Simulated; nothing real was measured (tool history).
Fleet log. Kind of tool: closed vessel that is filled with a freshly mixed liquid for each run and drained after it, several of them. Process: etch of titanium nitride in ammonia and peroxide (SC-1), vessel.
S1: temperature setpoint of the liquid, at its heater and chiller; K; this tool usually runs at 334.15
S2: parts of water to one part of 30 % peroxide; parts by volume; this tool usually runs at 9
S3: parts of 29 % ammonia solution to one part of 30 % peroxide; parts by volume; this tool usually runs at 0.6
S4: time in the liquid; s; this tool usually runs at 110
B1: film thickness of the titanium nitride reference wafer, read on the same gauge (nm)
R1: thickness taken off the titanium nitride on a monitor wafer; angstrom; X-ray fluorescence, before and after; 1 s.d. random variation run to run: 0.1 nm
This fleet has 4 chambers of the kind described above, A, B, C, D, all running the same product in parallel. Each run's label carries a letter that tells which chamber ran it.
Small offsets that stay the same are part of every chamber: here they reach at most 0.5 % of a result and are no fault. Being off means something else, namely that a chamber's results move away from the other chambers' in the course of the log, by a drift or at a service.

run   hour      S1  S2    S3   S4      B1      R1
 1D    5.6  334.15   9   0.6  110  109.99  163.34
 2B   13.5  334.15   9   0.6  110  110.02  162.12
 3A   18.9  334.15   9   0.6  110  109.99   161.9
 4C   26.9  334.15   9   0.6  110  110.03  160.57
 5A   32.7  334.15   9   0.6  110  109.97  160.99
 6D   38.3  334.15   9   0.6  110     110  160.52
 7C   45.7  334.15   9   0.6  110  110.04  159.85
 8B   49.8  334.15   9   0.6  110  109.99  164.53
 9A   55.8  334.15   9   0.6  110  110.01  161.84
10D   62.1  334.15   9   0.6  110  110.01  163.96
11B   67.7  334.15   9   0.6  110  110.01  164.19
12C   74.9  334.15   9   0.6  110  109.99  162.63
13B   81.5  334.15   9   0.6  110     110   161.5
14D   87.6  334.15   9  0.45   60  109.98  84.162
15C   91.7  334.15   9  0.45   60  110.01  83.477
16A   99.6  334.15   9  0.45   60  109.99  84.048
17B  106.9  334.15   9  0.45   60  110.02  84.612
18D  113.1  334.15   9   0.6  110  110.01  162.39
19A  120.8  334.15   9   0.6  110  109.97  161.65
20C  124.6  334.15   9   0.6  110  110.01  161.49
21C  128.8  334.15   9   0.6  110  109.99  163.12
22A  132.9  334.15   9   0.6  110  109.99  162.46
23D  139.6  334.15   9   0.6  110  109.96  164.32
24B  145.6  334.15   9   0.6  110     110  162.09
25D  151.4  334.15   9   0.6  110  110.03  161.85
26A  154.9  334.15   9   0.6  110  110.01  162.21
27B  160.4  334.15   9   0.6  110  110.05  163.24
28C  167.7  334.15   9   0.6  110  109.98  161.42
29B  173.2  334.15   9   0.6  110  109.98  162.65
30C  177.4  334.15   9   0.6  110  109.96  161.02
31A    184  334.15   9   0.6  110  109.99  162.42
32D    192  334.15   9   0.6  110  110.01  160.82
33B  199.2  334.15   9   0.6  110  109.99  161.71
34C  206.3  334.15  13   0.6  110  109.98  132.86
35D  212.1  334.15  13   0.6  110  109.98  132.73
36A  219.2  334.15  13   0.6  110  110.01  133.65
37A  223.2  334.15  13   0.6  110     110  133.83
38C  230.8  334.15   9   0.6  110  109.98  162.33
39B  237.3  334.15   9   0.6  110  110.02  163.24
     239.6  -- chamber D: thermometer replaced
40D  243.8  334.15   9   0.6  110  110.01  162.19
41B  249.5  334.15  11   0.6  110  109.98  145.75
42A  255.1  334.15  11   0.6  110  110.03  147.04

Predict what each chamber gives when all 4 of them run the settings below next.
43A  260.8  334.15   9  0.45  110       ?
43B  260.8  334.15   9  0.45  110       ?
43C  260.8  334.15   9  0.45  110       ?
43D  260.8  334.15   9  0.45  110       ?

run      R1
43A  154.33
43B  153.86
43C  152.97
43D  155.31

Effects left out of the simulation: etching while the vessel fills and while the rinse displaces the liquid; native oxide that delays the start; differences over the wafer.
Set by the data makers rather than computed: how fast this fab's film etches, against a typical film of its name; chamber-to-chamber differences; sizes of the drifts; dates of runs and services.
